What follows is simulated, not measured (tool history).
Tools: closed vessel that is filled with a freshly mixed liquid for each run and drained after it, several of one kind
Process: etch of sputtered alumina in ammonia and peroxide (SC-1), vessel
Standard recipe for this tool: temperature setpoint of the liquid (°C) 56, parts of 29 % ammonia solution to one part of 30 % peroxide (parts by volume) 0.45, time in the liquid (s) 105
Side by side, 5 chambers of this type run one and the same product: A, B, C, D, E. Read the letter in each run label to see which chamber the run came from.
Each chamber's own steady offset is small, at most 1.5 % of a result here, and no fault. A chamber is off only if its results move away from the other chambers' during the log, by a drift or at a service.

run,hour,temperature setpoint of the liquid (°C),parts of 29 % ammonia solution to one part of 30 % peroxide (parts by volume),time in the liquid (s),"read-back film thickness of the sputtered alumina reference wafer, read on the same gauge (nm)",thickness taken off the sputtered alumina on a monitor wafer (nm)
1B,10.7,56,0.45,105,149.99,4.9335
2C,22.1,56,0.45,105,149.97,4.9856
# hour 22.4: chamber D: new drum of ammonia solution connected
# hour 24.4: chamber A: ammonia flow meter replaced
3A,28.5,56,0.45,105,150.01,4.9804
4E,35.9,56,0.45,105,149.99,4.9223
5D,47,56,0.35,135,150.02,6.205
6B,56,56,0.35,135,149.99,6.1483
7E,66.4,56,0.35,135,150.05,6.191
8D,79.9,56,0.35,135,149.99,6.1703
# hour 87.7: chamber B: new drum of ammonia solution connected
9A,88.4,56,0.35,135,150.06,6.2272
10C,100.2,65.5,0.55,105,149.98,8.3056
11D,113.2,65.5,0.55,105,149.97,8.1982
# hour 114.1: chamber E: new drum of ammonia solution connected
12A,120.4,65.5,0.55,105,150.01,8.112
13B,128.4,65.5,0.55,105,150.01,8.1562
14E,138.7,65.5,0.55,105,149.97,8.058
15C,151.4,52,0.45,105,149.99,3.9615
16A,162.2,52,0.45,105,150.01,3.9946
17B,172.3,52,0.45,105,149.97,3.9532
18C,179.3,52,0.45,105,149.93,4.0034
19E,189.6,52,0.45,105,149.98,3.988
20D,197.7,56,0.45,105,150.03,4.9742
21B,205.8,56,0.45,105,150.02,4.7906
22C,216.2,56,0.45,105,150.01,5.0373
# hour 223.5: chamber A: new drum of ammonia solution connected
23D,229.2,56,0.45,105,150.02,5.0096
24A,235.7,56,0.45,105,149.97,4.8814
25E,246.9,56,0.45,105,149.98,4.9291
# hour 255.1: chamber D: ammonia flow meter replaced
26C,259.5,56,0.6,140,150.04,6.8482
27A,272.7,56,0.6,140,149.98,6.7863
28E,280.2,56,0.6,140,149.98,6.7426
# hour 284.7: chamber D: new drum of ammonia solution connected
29B,290.2,56,0.6,140,150.02,6.3931
30D,297.3,56,0.6,140,149.97,6.7348

Has any chamber moved away from the others, gradually or after a service, or does the common gauge drift, or do the chambers differ only by their own small steady offsets? State the chamber and the most likely cause if one applies.

Chamber B drifts away from the others.
Likeliest cause: liquid colder than its thermometer reads (K) = 1.46.

Below are 4 candidate recipes for chamber B's next run, each the usual settings with a change, their results shown as question marks. Which of them brings B's results back in line with what the other chambers give on the usual settings?
In line here means within this much of the mean the other chambers give on the usual settings: thickness taken off the sputtered alumina on a monitor wafer (nm) 0.11
31B-1,307.5,55.5,0.45,100,,?
31B-2,307.5,58,0.45,105,,?
31B-3,307.5,56.5,0.45,110,,?
31B-4,307.5,56,0.45,95,,?

What the other chambers average on the usual settings: thickness taken off the sputtered alumina on a monitor wafer (nm) 4.9451
run,thickness taken off the sputtered alumina on a monitor wafer (nm)
31B-1,4.2725
31B-2,5.1219
31B-3,4.957
31B-4,4.1687
31B-3 is the one that brings the chamber's results back in line with the other chambers.
